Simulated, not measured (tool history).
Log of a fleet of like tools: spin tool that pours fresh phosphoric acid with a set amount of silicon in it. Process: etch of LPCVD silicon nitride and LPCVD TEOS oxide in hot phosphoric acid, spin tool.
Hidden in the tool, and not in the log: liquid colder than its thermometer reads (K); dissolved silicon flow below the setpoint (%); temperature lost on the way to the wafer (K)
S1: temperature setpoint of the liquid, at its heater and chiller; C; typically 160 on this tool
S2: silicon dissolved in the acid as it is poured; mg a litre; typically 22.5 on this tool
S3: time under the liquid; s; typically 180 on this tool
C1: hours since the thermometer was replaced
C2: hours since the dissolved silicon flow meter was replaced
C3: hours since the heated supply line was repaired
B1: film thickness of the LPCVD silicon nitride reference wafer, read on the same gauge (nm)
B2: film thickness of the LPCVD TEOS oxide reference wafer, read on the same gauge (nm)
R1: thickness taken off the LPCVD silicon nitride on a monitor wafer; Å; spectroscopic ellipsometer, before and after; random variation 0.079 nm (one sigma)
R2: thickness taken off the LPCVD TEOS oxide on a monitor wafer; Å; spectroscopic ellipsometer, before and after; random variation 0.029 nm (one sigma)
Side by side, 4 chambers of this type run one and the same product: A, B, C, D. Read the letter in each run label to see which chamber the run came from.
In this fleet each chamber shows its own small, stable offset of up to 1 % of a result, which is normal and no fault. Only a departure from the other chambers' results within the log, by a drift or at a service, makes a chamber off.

run,hour,S1,S2,S3,C1,C2,C3,B1,B2,R1,R2
1D,3.7,160,22.5,180,396.5,24.9,312.5,90.005,89.961,165.95,3.4985
2B,10.3,160,22.5,180,944,880.1,975.9,90.002,90.029,167.45,3.0829
3A,17.2,160,22.5,180,1032.4,274.1,913,89.995,89.996,168.97,2.7754
4C,21.7,160,22.5,180,2196.1,1794,862.5,89.999,89.993,168.89,2.9733
5C,29.5,160,22.5,180,2203.9,1801.8,870.3,90.026,90.02,168.06,3.0803
6B,35.2,163,22.5,120,968.9,905,1000.8,89.981,90.035,123.97,3.0198
7A,38.6,163,22.5,120,1053.8,295.5,934.4,89.987,90.017,123.87,2.626
8D,43.1,163,22.5,120,435.9,64.3,351.9,89.997,89.982,123.28,3.2104
9D,46.8,163,22.5,120,439.6,68,355.6,90.016,90.018,123.54,2.5492
10B,52.6,160,22.5,180,986.3,922.4,1018.2,89.991,90.006,169.62,3.3039
11A,56.7,160,22.5,180,1071.9,313.6,952.5,90.015,89.995,168.55,3.0387
12C,64,160,22.5,180,2238.4,1836.3,904.8,90,89.999,168.95,3.3675
13C,71.3,160,22.5,180,2245.7,1843.6,912.1,89.975,89.995,167.99,3.3192
14D,75,160,22.5,180,467.8,96.2,383.8,89.994,90.023,167.23,3.5707
15B,79.8,160,22.5,180,1013.5,949.6,1045.4,89.997,90.009,168.71,3.2701
16A,84.9,160,22.5,180,1100.1,341.8,980.7,89.995,90.017,169.39,3.48
17A,88.7,160,22.5,180,1103.9,345.6,984.5,90.005,89.987,170.56,3.5155
18C,95.8,160,22.5,180,2270.2,1868.1,936.6,89.977,89.991,169.49,3.097
19D,100.7,160,22.5,180,493.5,121.9,409.5,89.996,90.023,168.53,2.8629
20B,104.1,160,22.5,180,1037.8,973.9,1069.7,89.999,89.996,168.93,3.0765
21A,109.2,160,22.5,260,1124.4,366.1,1005,89.98,90.025,244.28,4.755
22D,115.6,160,22.5,260,508.4,136.8,424.4,89.975,89.991,241.51,4.7219
23C,120.9,160,22.5,260,2295.3,1893.2,961.7,89.991,89.979,245.28,5.3789
24B,128.6,160,22.5,260,1062.3,998.4,1094.2,89.996,90.009,243.24,5.1338
25C,135.1,161.5,22.5,180,2309.5,1907.4,975.9,89.986,89.976,177.79,3.7259
26D,142.6,161.5,22.5,180,535.4,163.8,451.4,89.981,89.981,174.63,3.5432
27A,150.3,161.5,22.5,180,1165.5,407.2,1046.1,89.985,89.984,177.38,3.1037
28B,157.6,161.5,22.5,180,1091.3,1027.4,1123.2,90.015,90.015,177.93,3.0342
29C,163.9,160,22.5,180,2338.3,1936.2,1004.7,90.005,90.02,167.65,3.5107
30A,168.1,160,22.5,180,1183.3,425,1063.9,89.999,89.999,168.64,3.1477
31D,175.2,160,22.5,180,568,196.4,484,90.042,90.019,167.28,3.4264

Is one chamber off against the others, does the gauge drift, or is nothing wrong? If a chamber is off, say which, and what the likeliest cause is.

Beyond each chamber's small constant offset nothing stands out, and the gauge stays steady.

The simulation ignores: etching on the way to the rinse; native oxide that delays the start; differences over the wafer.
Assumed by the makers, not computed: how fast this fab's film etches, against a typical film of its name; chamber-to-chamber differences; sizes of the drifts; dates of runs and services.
